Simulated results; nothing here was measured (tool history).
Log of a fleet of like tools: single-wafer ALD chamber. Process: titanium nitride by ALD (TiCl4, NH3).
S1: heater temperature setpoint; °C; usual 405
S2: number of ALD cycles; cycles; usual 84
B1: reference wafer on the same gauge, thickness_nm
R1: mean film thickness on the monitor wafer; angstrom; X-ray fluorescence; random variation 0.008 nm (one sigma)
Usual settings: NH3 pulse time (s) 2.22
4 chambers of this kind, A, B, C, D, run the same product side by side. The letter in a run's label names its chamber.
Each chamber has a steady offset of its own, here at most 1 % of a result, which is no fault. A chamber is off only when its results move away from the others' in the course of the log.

run 1D hour=12.7 | S1=405 S2=84 NH3_pulse_time_(s)=2.22 | B1=2.0098 | R1=18.515
run 2A hour=21.2 | S1=405 S2=84 NH3_pulse_time_(s)=2.22 | B1=2.0085 | R1=18.793
run 3B hour=34.4 | S1=405 S2=84 NH3_pulse_time_(s)=2.22 | B1=2.0080 | R1=18.584
run 4C hour=45.4 | S1=405 S2=84 NH3_pulse_time_(s)=2.22 | B1=2.0099 | R1=18.648
-- hour=46.7 chamber B: thermocouple changed; heater temperature recalibrated
run 5C hour=51.5 | S1=405 S2=84 NH3_pulse_time_(s)=2.22 | B1=2.0103 | R1=18.680
run 6D hour=57.7 | S1=405 S2=84 NH3_pulse_time_(s)=2.22 | B1=2.0085 | R1=18.574
run 7B hour=65.7 | S1=405 S2=84 NH3_pulse_time_(s)=2.22 | B1=2.0096 | R1=18.627
run 8A hour=77.7 | S1=405 S2=84 NH3_pulse_time_(s)=2.22 | B1=2.0101 | R1=18.740
run 9C hour=89.6 | S1=405 S2=84 NH3_pulse_time_(s)=2.22 | B1=2.0116 | R1=18.771
run 10B hour=97.0 | S1=405 S2=84 NH3_pulse_time_(s)=2.22 | B1=2.0095 | R1=18.468
run 11D hour=104.3 | S1=405 S2=84 NH3_pulse_time_(s)=2.22 | B1=2.0102 | R1=18.607
run 12A hour=115.8 | S1=405 S2=84 NH3_pulse_time_(s)=2.22 | B1=2.0098 | R1=18.763
run 13A hour=128.5 | S1=405 S2=84 NH3_pulse_time_(s)=1.43 | B1=2.0112 | R1=18.536
run 14B hour=137.9 | S1=405 S2=84 NH3_pulse_time_(s)=1.43 | B1=2.0073 | R1=18.050
run 15D hour=147.1 | S1=405 S2=84 NH3_pulse_time_(s)=1.43 | B1=2.0099 | R1=18.447
run 16C hour=154.2 | S1=405 S2=84 NH3_pulse_time_(s)=1.43 | B1=2.0090 | R1=18.233
run 17C hour=164.2 | S1=405 S2=84 NH3_pulse_time_(s)=2.22 | B1=2.0114 | R1=18.723
run 18A hour=171.1 | S1=405 S2=84 NH3_pulse_time_(s)=2.22 | B1=2.0109 | R1=18.753
run 19D hour=177.8 | S1=405 S2=84 NH3_pulse_time_(s)=2.22 | B1=2.0113 | R1=18.680
run 20B hour=186.2 | S1=405 S2=84 NH3_pulse_time_(s)=2.22 | B1=2.0116 | R1=18.484
run 21A hour=196.3 | S1=405 S2=84 NH3_pulse_time_(s)=2.22 | B1=2.0119 | R1=18.850
run 22B hour=203.7 | S1=405 S2=84 NH3_pulse_time_(s)=2.22 | B1=2.0096 | R1=18.629
run 23D hour=214.6 | S1=405 S2=84 NH3_pulse_time_(s)=2.22 | B1=2.0096 | R1=18.677
run 24C hour=222.8 | S1=405 S2=84 NH3_pulse_time_(s)=3.07 | B1=2.0093 | R1=18.958
run 25D hour=228.5 | S1=405 S2=84 NH3_pulse_time_(s)=3.07 | B1=2.0112 | R1=18.705
run 26A hour=236.5 | S1=405 S2=84 NH3_pulse_time_(s)=3.07 | B1=2.0117 | R1=18.992
run 27C hour=249.6 | S1=405 S2=84 NH3_pulse_time_(s)=3.07 | B1=2.0098 | R1=18.775
run 28B hour=255.9 | S1=405 S2=84 NH3_pulse_time_(s)=2.22 | B1=2.0106 | R1=18.653
run 29A hour=263.6 | S1=405 S2=84 NH3_pulse_time_(s)=2.22 | B1=2.0112 | R1=18.696
run 30D hour=269.4 | S1=405 S2=84 NH3_pulse_time_(s)=2.22 | B1=2.0123 | R1=18.499
run 31C hour=278.4 | S1=405 S2=84 NH3_pulse_time_(s)=2.22 | B1=2.0093 | R1=18.691
run 32B hour=284.7 | S1=405 S2=84 NH3_pulse_time_(s)=2.22 | B1=2.0085 | R1=18.508
run 33A hour=291.0 | S1=410 S2=84 NH3_pulse_time_(s)=2.73 | B1=2.0085 | R1=18.923
run 34B hour=299.1 | S1=410 S2=84 NH3_pulse_time_(s)=2.73 | B1=2.0085 | R1=18.724
run 35C hour=307.8 | S1=410 S2=84 NH3_pulse_time_(s)=2.73 | B1=2.0102 | R1=18.819
run 36D hour=317.6 | S1=410 S2=84 NH3_pulse_time_(s)=2.73 | B1=2.0109 | R1=18.710

Is one chamber off against the others, does the gauge drift, or is nothing wrong? If a chamber is off, say which, and what the likeliest cause is.

No chamber stands off beyond its own small offset, and the gauge holds steady.
